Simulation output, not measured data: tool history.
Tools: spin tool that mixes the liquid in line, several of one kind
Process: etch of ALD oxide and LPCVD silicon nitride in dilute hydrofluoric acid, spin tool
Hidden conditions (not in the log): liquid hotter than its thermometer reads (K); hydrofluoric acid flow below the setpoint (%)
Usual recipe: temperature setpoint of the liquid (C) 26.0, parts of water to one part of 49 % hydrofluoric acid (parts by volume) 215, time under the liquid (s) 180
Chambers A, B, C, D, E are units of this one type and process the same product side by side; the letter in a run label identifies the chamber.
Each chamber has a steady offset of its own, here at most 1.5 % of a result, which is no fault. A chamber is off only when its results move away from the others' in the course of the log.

run   hour  temperature setpoint of the liquid (C)  parts of water to one part of 49 % hydrofluoric acid (parts by volume)  time under the liquid (s)  hours since the thermometer was replaced  hours since the hydrofluoric acid flow meter was replaced  read-back film thickness of the ALD oxide reference wafer, read on the same gauge (nm)  read-back film thickness of the LPCVD silicon nitride reference wafer, read on the same gauge (nm)  thickness taken off the ALD oxide on a monitor wafer (Å)  thickness taken off the LPCVD silicon nitride on a monitor wafer (Å)
 1C    7.0                                    26.0                                                                     215                        180                                    1290.9                                                     2018.1                                                                                  129.93                                                                                              99.973                                                    87.871                                                                4.9113
 2E   11.7                                    26.0                                                                     215                        180                                     924.6                                                     1128.7                                                                                  129.96                                                                                              99.996                                                    89.359                                                                4.6120
 3B   16.1                                    26.0                                                                     215                        180                                     468.5                                                      102.9                                                                                  130.03                                                                                              99.986                                                    88.208                                                                4.7619
 4A   20.5                                    26.0                                                                     215                        180                                     397.4                                                      508.0                                                                                  129.96                                                                                             100.020                                                    88.993                                                                4.7032
 5D   25.3                                    26.0                                                                     215                        180                                    1105.3                                                      955.3                                                                                  129.98                                                                                             100.020                                                    88.458                                                                4.5166
 6D   32.5                                    26.0                                                                     215                        180                                    1112.5                                                      962.5                                                                                  129.93                                                                                             100.020                                                    87.776                                                                4.4057
 7E   40.3                                    26.0                                                                     215                        180                                     953.2                                                     1157.3                                                                                  130.00                                                                                             100.010                                                    89.991                                                                4.9035
 8C   47.7                                    26.0                                                                     215                        180                                    1331.6                                                     2058.8                                                                                  130.02                                                                                              99.981                                                    87.824                                                                4.0500
 9B   55.6                                    26.0                                                                     215                        180                                     508.0                                                      142.4                                                                                  130.02                                                                                             100.010                                                    88.686                                                                5.4739
10A   59.4                                    30.0                                                                     215                        180                                     436.3                                                      546.9                                                                                  129.99                                                                                             100.030                                                   103.490                                                                6.0322
11D   65.6                                    30.0                                                                     215                        180                                    1145.6                                                      995.6                                                                                  130.01                                                                                              99.993                                                   101.360                                                                5.7695
12A   72.6                                    30.0                                                                     215                        180                                     449.5                                                      560.1                                                                                  130.03                                                                                              99.966                                                   100.960                                                                6.1706
13E   77.5                                    30.0                                                                     215                        180                                     990.4                                                     1194.5                                                                                  130.00                                                                                              99.993                                                   102.550                                                                5.4434
14C   85.3                                    30.0                                                                     215                        180                                    1369.2                                                     2096.4                                                                                  129.99                                                                                             100.010                                                   101.240                                                                6.6391
15B   92.0                                    26.0                                                                     215                        180                                     544.4                                                      178.8                                                                                  130.02                                                                                              99.961                                                    88.991                                                                5.3740
16E   98.7                                    26.0                                                                     215                        180                                    1011.6                                                     1215.7                                                                                  129.96                                                                                              99.982                                                    90.597                                                                3.8839
17C  104.4                                    26.0                                                                     215                        180                                    1388.3                                                     2115.5                                                                                  129.96                                                                                              99.988                                                    88.539                                                                4.7781
18A  112.4                                    26.0                                                                     215                        180                                     489.3                                                      599.9                                                                                  130.01                                                                                             100.010                                                    88.043                                                                4.9532
19B  120.3                                    26.0                                                                     215                        180                                     572.7                                                      207.1                                                                                  130.03                                                                                             100.040                                                    90.244                                                                5.8502
20D  124.8                                    26.0                                                                     110                         90                                    1204.8                                                     1054.8                                                                                  130.00                                                                                              99.994                                                    98.940                                                                4.6753
21D  128.9                                    26.0                                                                     110                         90                                    1208.9                                                     1058.9                                                                                  130.01                                                                                              99.970                                                    98.295                                                                4.8155
22A  136.6                                    26.0                                                                     110                         90                                     513.5                                                      624.1                                                                                  130.00                                                                                              99.994                                                    96.593                                                                4.8491
23B  143.5                                    26.0                                                                     110                         90                                     595.9                                                      230.3                                                                                  130.03                                                                                             100.040                                                    99.696                                                                3.8889
24C  147.2                                    26.0                                                                     110                         90                                    1431.1                                                     2158.3                                                                                  129.95                                                                                             100.000                                                    96.179                                                                4.4988
     148.8  -- chamber A: thermometer replaced
25E  155.4                                    26.0                                                                     215                        180                                    1068.3                                                     1272.4                                                                                  130.02                                                                                              99.975                                                    89.472                                                                5.0467
26E  160.0                                    26.0                                                                     215                        180                                    1072.9                                                     1277.0                                                                                  129.95                                                                                             100.010                                                    89.652                                                                4.6100
27D  165.3                                    26.0                                                                     215                        100                                    1245.3                                                     1095.3                                                                                  129.97                                                                                             100.010                                                    48.955                                                                2.7372
28A  171.6                                    26.0                                                                     215                        100                                      22.8                                                      659.1                                                                                  129.98                                                                                             100.060                                                    49.015                                                                2.6774
29B  179.6                                    26.0                                                                     215                        100                                     632.0                                                      266.4                                                                                  129.99                                                                                              99.938                                                    51.118                                                                2.7858
30C  187.3                                    26.0                                                                     215                        100                                    1471.2                                                     2198.4                                                                                  130.03                                                                                             100.000                                                    48.558                                                                2.5654
31C  192.0                                    26.0                                                                     215                        100                                    1475.9                                                     2203.1                                                                                  129.99                                                                                             100.040                                                    48.301                                                                2.8780
32D  200.0                                    26.0                                                                     215                        180                                    1280.0                                                     1130.0                                                                                  129.94                                                                                             100.010                                                    88.212                                                                5.1842
33B  207.6                                    26.0                                                                     215                        180                                     660.0                                                      294.4                                                                                  129.95                                                                                              99.979                                                    92.938                                                                5.5181
34E  214.5                                    21.5                                                                     215                        180                                    1127.4                                                     1331.5                                                                                  130.04                                                                                              99.985                                                    77.003                                                                3.8503
35A  221.4                                    21.5                                                                     215                        180                                      72.6                                                      708.9                                                                                  129.99                                                                                             100.030                                                    75.283                                                                3.9118
36D  227.8                                    21.5                                                                     215                        180                                    1307.8                                                     1157.8                                                                                  130.00                                                                                             100.010                                                    74.624                                                                3.2339
37C  234.8                                    21.5                                                                     215                        180                                    1518.7                                                     2245.9                                                                                  130.04                                                                                             100.030                                                    74.046                                                                3.2564

Is one chamber out of step, is the gauge drifting, or do the chambers differ by no more than their own small offsets? For an off chamber, give its letter and the likeliest cause.

Chamber B drifts away from the others.
Most likely cause: liquid hotter than its thermometer reads (K) = 1.48.

Below are 4 candidate recipes for chamber B's next run, each the usual settings with a change, their results shown as question marks. Which of them brings B's results back in line with what the other chambers give on the usual settings?
In-line tolerance around the mean of the other chambers on the usual settings: thickness taken off the ALD oxide on a monitor wafer (Å) 2.000; thickness taken off the LPCVD silicon nitride on a monitor wafer (Å) 1.4000
38B-1  240.8                                    25.5                                                                     210                        175                                                                                                                                                                                                                                                                                                                                                          ?                                                                     ?
38B-2  240.8                                    27.5                                                                     225                        190                                                                                                                                                                                                                                                                                                                                                          ?                                                                     ?
38B-3  240.8                                    24.5                                                                     205                        170                                                                                                                                                                                                                                                                                                                                                          ?                                                                     ?
38B-4  240.8                                    26.5                                                                     220                        185                                                                                                                                                                                                                                                                                                                                                          ?                                                                     ?

On the usual settings, the other chambers give on average: thickness taken off the ALD oxide on a monitor wafer (Å) 88.683; thickness taken off the LPCVD silicon nitride on a monitor wafer (Å) 4.7606
  run  thickness taken off the ALD oxide on a monitor wafer (Å)  thickness taken off the LPCVD silicon nitride on a monitor wafer (Å)
38B-1                                                    91.872                                                                5.1325
38B-2                                                    98.308                                                                5.8802
38B-3                                                    88.650                                                                4.7984
38B-4                                                    95.058                                                                5.5113
38B-3 is the one that brings the chamber's results back in line with the other chambers.

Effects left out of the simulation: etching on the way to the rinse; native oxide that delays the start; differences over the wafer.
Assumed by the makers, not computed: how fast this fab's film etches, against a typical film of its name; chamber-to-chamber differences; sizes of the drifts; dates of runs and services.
